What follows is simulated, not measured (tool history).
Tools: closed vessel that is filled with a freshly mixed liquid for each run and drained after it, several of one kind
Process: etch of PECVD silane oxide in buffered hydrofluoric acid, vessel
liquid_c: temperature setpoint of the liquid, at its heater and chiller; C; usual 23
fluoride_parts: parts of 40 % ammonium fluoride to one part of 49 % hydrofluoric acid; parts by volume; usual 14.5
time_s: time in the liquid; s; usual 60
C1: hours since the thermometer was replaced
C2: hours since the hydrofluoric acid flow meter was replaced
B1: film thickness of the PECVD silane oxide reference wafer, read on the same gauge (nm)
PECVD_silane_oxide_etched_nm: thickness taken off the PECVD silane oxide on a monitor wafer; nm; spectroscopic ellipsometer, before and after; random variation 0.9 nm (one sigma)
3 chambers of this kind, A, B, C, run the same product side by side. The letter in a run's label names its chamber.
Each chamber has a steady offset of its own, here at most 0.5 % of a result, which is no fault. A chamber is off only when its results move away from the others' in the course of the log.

{"run": "1C", "hour": 9.8, "liquid_c": 23, "fluoride_parts": 14.5, "time_s": 60, "C1": 1512, "C2": 1581.3, "B1": 79.991, "PECVD_silane_oxide_etched_nm": 154.43}
{"run": "2A", "hour": 14.9, "liquid_c": 23, "fluoride_parts": 14.5, "time_s": 60, "C1": 2502.4, "C2": 410.7, "B1": 79.991, "PECVD_silane_oxide_etched_nm": 157.45}
{"run": "3B", "hour": 21.7, "liquid_c": 23, "fluoride_parts": 14.5, "time_s": 60, "C1": 311.5, "C2": 614.6, "B1": 80.005, "PECVD_silane_oxide_etched_nm": 155.87}
{"run": "4C", "hour": 26.4, "liquid_c": 23, "fluoride_parts": 14.5, "time_s": 60, "C1": 1528.6, "C2": 1597.9, "B1": 80, "PECVD_silane_oxide_etched_nm": 157.12}
{"run": "5A", "hour": 36.3, "liquid_c": 23, "fluoride_parts": 14.5, "time_s": 60, "C1": 2523.8, "C2": 432.1, "B1": 79.989, "PECVD_silane_oxide_etched_nm": 157.55}
{"run": "6B", "hour": 41.7, "liquid_c": 23, "fluoride_parts": 14.5, "time_s": 60, "C1": 331.5, "C2": 634.6, "B1": 80.026, "PECVD_silane_oxide_etched_nm": 157.18}
{"hour": 47.7, "done": "chamber C: thermometer replaced"}
{"run": "7B", "hour": 50.3, "liquid_c": 23, "fluoride_parts": 14.5, "time_s": 60, "C1": 340.1, "C2": 643.2, "B1": 79.994, "PECVD_silane_oxide_etched_nm": 156.62}
{"run": "8C", "hour": 59.2, "liquid_c": 23, "fluoride_parts": 14.5, "time_s": 60, "C1": 11.5, "C2": 1630.7, "B1": 79.997, "PECVD_silane_oxide_etched_nm": 155.6}
{"run": "9A", "hour": 63.9, "liquid_c": 23, "fluoride_parts": 14.5, "time_s": 60, "C1": 2551.4, "C2": 459.7, "B1": 80.007, "PECVD_silane_oxide_etched_nm": 158.58}
{"run": "10B", "hour": 73.6, "liquid_c": 23, "fluoride_parts": 14.5, "time_s": 60, "C1": 363.4, "C2": 666.5, "B1": 80, "PECVD_silane_oxide_etched_nm": 158.87}
{"run": "11A", "hour": 81.3, "liquid_c": 23, "fluoride_parts": 14.5, "time_s": 60, "C1": 2568.8, "C2": 477.1, "B1": 80.038, "PECVD_silane_oxide_etched_nm": 156.19}
{"run": "12C", "hour": 89.3, "liquid_c": 23, "fluoride_parts": 14.5, "time_s": 60, "C1": 41.6, "C2": 1660.8, "B1": 79.987, "PECVD_silane_oxide_etched_nm": 155.76}
{"run": "13A", "hour": 94.8, "liquid_c": 23, "fluoride_parts": 14.5, "time_s": 60, "C1": 2582.3, "C2": 490.6, "B1": 80.012, "PECVD_silane_oxide_etched_nm": 156.6}
{"run": "14B", "hour": 101.9, "liquid_c": 23, "fluoride_parts": 14.5, "time_s": 60, "C1": 391.7, "C2": 694.8, "B1": 80.002, "PECVD_silane_oxide_etched_nm": 156.59}
{"hour": 107.2, "done": "chamber A: thermometer replaced"}
{"run": "15C", "hour": 111.3, "liquid_c": 23, "fluoride_parts": 11, "time_s": 60, "C1": 63.6, "C2": 1682.8, "B1": 79.961, "PECVD_silane_oxide_etched_nm": 204.52}
{"run": "16B", "hour": 121.3, "liquid_c": 23, "fluoride_parts": 11, "time_s": 60, "C1": 411.1, "C2": 714.2, "B1": 79.989, "PECVD_silane_oxide_etched_nm": 207.45}
{"run": "17A", "hour": 126.4, "liquid_c": 23, "fluoride_parts": 11, "time_s": 60, "C1": 19.2, "C2": 522.2, "B1": 80.014, "PECVD_silane_oxide_etched_nm": 204.8}
{"run": "18C", "hour": 134.1, "liquid_c": 23, "fluoride_parts": 14.5, "time_s": 60, "C1": 86.4, "C2": 1705.6, "B1": 79.977, "PECVD_silane_oxide_etched_nm": 156.43}
{"run": "19B", "hour": 144.7, "liquid_c": 23, "fluoride_parts": 14.5, "time_s": 60, "C1": 434.5, "C2": 737.6, "B1": 79.992, "PECVD_silane_oxide_etched_nm": 157.45}
{"run": "20C", "hour": 149.3, "liquid_c": 23, "fluoride_parts": 14.5, "time_s": 60, "C1": 101.6, "C2": 1720.8, "B1": 79.979, "PECVD_silane_oxide_etched_nm": 156.64}
{"run": "21A", "hour": 159.9, "liquid_c": 23, "fluoride_parts": 14.5, "time_s": 60, "C1": 52.7, "C2": 555.7, "B1": 79.988, "PECVD_silane_oxide_etched_nm": 157.43}
{"run": "22B", "hour": 169.8, "liquid_c": 23, "fluoride_parts": 9.5, "time_s": 60, "C1": 459.6, "C2": 762.7, "B1": 80.022, "PECVD_silane_oxide_etched_nm": 233.06}

All 3 chambers run these settings next. Forecast each chamber's results:
{"run": "23A", "hour": 177.4, "liquid_c": 23, "fluoride_parts": 14.5, "time_s": 60, "PECVD_silane_oxide_etched_nm": "?"}
{"run": "23B", "hour": 177.4, "liquid_c": 23, "fluoride_parts": 14.5, "time_s": 60, "PECVD_silane_oxide_etched_nm": "?"}
{"run": "23C", "hour": 177.4, "liquid_c": 23, "fluoride_parts": 14.5, "time_s": 60, "PECVD_silane_oxide_etched_nm": "?"}

run=23A PECVD_silane_oxide_etched_nm=156.76
run=23B PECVD_silane_oxide_etched_nm=157.95
run=23C PECVD_silane_oxide_etched_nm=154.22

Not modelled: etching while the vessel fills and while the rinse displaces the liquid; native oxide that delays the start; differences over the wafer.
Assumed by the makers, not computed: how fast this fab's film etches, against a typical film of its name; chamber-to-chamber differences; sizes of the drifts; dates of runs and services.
